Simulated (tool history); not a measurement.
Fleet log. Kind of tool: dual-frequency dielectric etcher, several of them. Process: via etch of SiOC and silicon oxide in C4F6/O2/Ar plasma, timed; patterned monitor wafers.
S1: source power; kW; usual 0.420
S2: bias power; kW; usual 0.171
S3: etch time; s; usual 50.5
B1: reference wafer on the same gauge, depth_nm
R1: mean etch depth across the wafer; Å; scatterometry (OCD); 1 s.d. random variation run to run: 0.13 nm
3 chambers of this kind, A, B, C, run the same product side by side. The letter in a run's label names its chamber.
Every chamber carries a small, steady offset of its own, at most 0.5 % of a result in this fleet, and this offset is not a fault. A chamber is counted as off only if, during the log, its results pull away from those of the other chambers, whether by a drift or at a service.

{"run": "1A", "hour": 7.1, "S1": 0.42, "S2": 0.171, "S3": 50.5, "B1": 60.093, "R1": 573.83}
{"run": "2C", "hour": 17.5, "S1": 0.42, "S2": 0.171, "S3": 50.5, "B1": 60.115, "R1": 573.89}
{"run": "3B", "hour": 29.0, "S1": 0.42, "S2": 0.171, "S3": 50.5, "B1": 60.084, "R1": 570.93}
{"run": "4B", "hour": 40.7, "S1": 0.42, "S2": 0.171, "S3": 50.5, "B1": 60.092, "R1": 570.43}
{"run": "5C", "hour": 48.3, "S1": 0.42, "S2": 0.171, "S3": 50.5, "B1": 60.079, "R1": 575.26}
{"run": "6A", "hour": 57.6, "S1": 0.42, "S2": 0.171, "S3": 64.5, "B1": 60.087, "R1": 729.57}
{"run": "7C", "hour": 66.9, "S1": 0.42, "S2": 0.171, "S3": 64.5, "B1": 60.11, "R1": 731.35}
{"run": "8B", "hour": 78.2, "S1": 0.42, "S2": 0.171, "S3": 64.5, "B1": 60.112, "R1": 723.17}
{"run": "9A", "hour": 87.7, "S1": 0.42, "S2": 0.171, "S3": 50.5, "B1": 60.049, "R1": 571.9}
{"run": "10C", "hour": 96.5, "S1": 0.42, "S2": 0.171, "S3": 50.5, "B1": 60.082, "R1": 577.62}
{"run": "11A", "hour": 103.7, "S1": 0.42, "S2": 0.171, "S3": 50.5, "B1": 60.108, "R1": 568.37}
{"run": "12B", "hour": 109.5, "S1": 0.42, "S2": 0.171, "S3": 50.5, "B1": 60.078, "R1": 563.31}
{"run": "13B", "hour": 118.2, "S1": 0.42, "S2": 0.171, "S3": 50.5, "B1": 60.096, "R1": 565.56}
{"run": "14A", "hour": 125.2, "S1": 0.42, "S2": 0.171, "S3": 50.5, "B1": 60.103, "R1": 572.07}
{"run": "15C", "hour": 136.7, "S1": 0.42, "S2": 0.171, "S3": 50.5, "B1": 60.089, "R1": 575.19}
{"run": "16C", "hour": 147.0, "S1": 0.42, "S2": 0.171, "S3": 50.5, "B1": 60.118, "R1": 573.17}
{"run": "17B", "hour": 152.7, "S1": 0.42, "S2": 0.171, "S3": 50.5, "B1": 60.103, "R1": 566.39}
{"run": "18A", "hour": 158.3, "S1": 0.42, "S2": 0.171, "S3": 50.5, "B1": 60.098, "R1": 571.41}
{"run": "19A", "hour": 164.3, "S1": 0.42, "S2": 0.171, "S3": 50.5, "B1": 60.128, "R1": 572.9}
{"run": "20C", "hour": 172.5, "S1": 0.42, "S2": 0.171, "S3": 50.5, "B1": 60.095, "R1": 573.44}
{"run": "21B", "hour": 183.2, "S1": 0.42, "S2": 0.171, "S3": 50.5, "B1": 60.102, "R1": 560.63}
{"run": "22C", "hour": 192.6, "S1": 0.42, "S2": 0.171, "S3": 50.5, "B1": 60.09, "R1": 576.57}
{"run": "23B", "hour": 200.9, "S1": 0.42, "S2": 0.171, "S3": 50.5, "B1": 60.118, "R1": 561.66}

Predict what each chamber gives when all 3 of them run the settings below next.
{"run": "24A", "hour": 209.7, "S1": 0.42, "S2": 0.171, "S3": 59.0, "R1": "?"}
{"run": "24B", "hour": 209.7, "S1": 0.42, "S2": 0.171, "S3": 59.0, "R1": "?"}
{"run": "24C", "hour": 209.7, "S1": 0.42, "S2": 0.171, "S3": 59.0, "R1": "?"}

run=24A R1=665.01
run=24B R1=651.07
run=24C R1=669.62
